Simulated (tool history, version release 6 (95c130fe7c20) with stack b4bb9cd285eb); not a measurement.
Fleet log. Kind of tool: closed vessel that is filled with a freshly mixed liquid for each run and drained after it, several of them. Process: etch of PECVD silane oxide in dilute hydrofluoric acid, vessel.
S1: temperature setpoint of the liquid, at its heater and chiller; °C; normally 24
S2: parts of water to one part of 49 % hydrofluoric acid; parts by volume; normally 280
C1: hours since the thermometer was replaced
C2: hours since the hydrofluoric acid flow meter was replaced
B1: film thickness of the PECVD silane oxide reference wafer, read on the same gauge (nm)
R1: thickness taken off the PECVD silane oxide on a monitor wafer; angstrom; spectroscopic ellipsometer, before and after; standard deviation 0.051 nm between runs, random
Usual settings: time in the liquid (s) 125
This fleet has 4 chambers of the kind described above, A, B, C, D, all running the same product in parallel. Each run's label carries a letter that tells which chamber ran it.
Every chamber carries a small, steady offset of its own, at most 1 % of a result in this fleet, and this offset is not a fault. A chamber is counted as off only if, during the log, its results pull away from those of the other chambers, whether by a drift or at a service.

run 1B hour=11.4 | S1=24 S2=280 time_in_the_liquid_(s)=125 | C1=76.9 C2=101 | B1=79.986 | R1=100.17
run 2C hour=23.4 | S1=24 S2=280 time_in_the_liquid_(s)=125 | C1=2409.5 C2=419.5 | B1=79.992 | R1=100.31
run 3A hour=32.5 | S1=24 S2=280 time_in_the_liquid_(s)=125 | C1=178.3 C2=1656.6 | B1=79.976 | R1=99.92
run 4D hour=44.8 | S1=24 S2=280 time_in_the_liquid_(s)=125 | C1=794.7 C2=718.5 | B1=79.955 | R1=99.737
run 5B hour=55.3 | S1=24 S2=280 time_in_the_liquid_(s)=125 | C1=120.8 C2=144.9 | B1=80.023 | R1=100.61
run 6D hour=67 | S1=24 S2=280 time_in_the_liquid_(s)=125 | C1=816.9 C2=740.7 | B1=80.01 | R1=99.214
run 7C hour=74.3 | S1=24 S2=280 time_in_the_liquid_(s)=125 | C1=2460.4 C2=470.4 | B1=80.021 | R1=99.872
run 8A hour=81.3 | S1=24 S2=360 time_in_the_liquid_(s)=125 | C1=227.1 C2=1705.4 | B1=80.007 | R1=71.308
run 9D hour=92.3 | S1=24 S2=360 time_in_the_liquid_(s)=125 | C1=842.2 C2=766 | B1=80.043 | R1=71.955
run 10C hour=101.9 | S1=24 S2=360 time_in_the_liquid_(s)=125 | C1=2488 C2=498 | B1=80.036 | R1=71.876
run 11B hour=113 | S1=24 S2=360 time_in_the_liquid_(s)=125 | C1=178.5 C2=202.6 | B1=79.988 | R1=72.37
run 12A hour=119.1 | S1=24 S2=280 time_in_the_liquid_(s)=125 | C1=264.9 C2=1743.2 | B1=79.97 | R1=99.291
run 13D hour=125.5 | S1=24 S2=280 time_in_the_liquid_(s)=125 | C1=875.4 C2=799.2 | B1=79.99 | R1=101.29
run 14C hour=138.3 | S1=24 S2=280 time_in_the_liquid_(s)=125 | C1=2524.4 C2=534.4 | B1=80.041 | R1=99.633
run 15A hour=147.9 | S1=24 S2=280 time_in_the_liquid_(s)=125 | C1=293.7 C2=1772 | B1=79.984 | R1=100.36
run 16B hour=158 | S1=24 S2=280 time_in_the_liquid_(s)=125 | C1=223.5 C2=247.6 | B1=80.015 | R1=99.732
run 17C hour=170.7 | S1=24 S2=280 time_in_the_liquid_(s)=125 | C1=2556.8 C2=566.8 | B1=80 | R1=100.03
run 18D hour=184.2 | S1=24 S2=280 time_in_the_liquid_(s)=125 | C1=934.1 C2=857.9 | B1=80.015 | R1=104.78
run 19B hour=196.1 | S1=24 S2=280 time_in_the_liquid_(s)=125 | C1=261.6 C2=285.7 | B1=79.975 | R1=99.818
run 20A hour=207.1 | S1=20 S2=280 time_in_the_liquid_(s)=125 | C1=352.9 C2=1831.2 | B1=80.02 | R1=86.706
run 21C hour=215.3 | S1=20 S2=280 time_in_the_liquid_(s)=125 | C1=2601.4 C2=611.4 | B1=80.014 | R1=85.553
run 22D hour=227.3 | S1=20 S2=280 time_in_the_liquid_(s)=125 | C1=977.2 C2=901 | B1=80.015 | R1=91.371
run 23A hour=233.3 | S1=20 S2=280 time_in_the_liquid_(s)=125 | C1=379.1 C2=1857.4 | B1=80 | R1=86.206
run 24B hour=242.8 | S1=24 S2=205 time_in_the_liquid_(s)=175 | C1=308.3 C2=332.4 | B1=80.031 | R1=207.5
run 25C hour=250.6 | S1=24 S2=205 time_in_the_liquid_(s)=175 | C1=2636.7 C2=646.7 | B1=79.995 | R1=207.4
run 26A hour=262.8 | S1=24 S2=205 time_in_the_liquid_(s)=175 | C1=408.6 C2=1886.9 | B1=79.994 | R1=208.39

Predict what each chamber gives when all 4 of them run the settings below next.
run 27A hour=272.5 | S1=26 S2=280 time_in_the_liquid_(s)=125 | R1=?
run 27B hour=272.5 | S1=26 S2=280 time_in_the_liquid_(s)=125 | R1=?
run 27C hour=272.5 | S1=26 S2=280 time_in_the_liquid_(s)=125 | R1=?
run 27D hour=272.5 | S1=26 S2=280 time_in_the_liquid_(s)=125 | R1=?

run=27A R1=105.94
run=27B R1=108.73
run=27C R1=106.92
run=27D R1=114.23
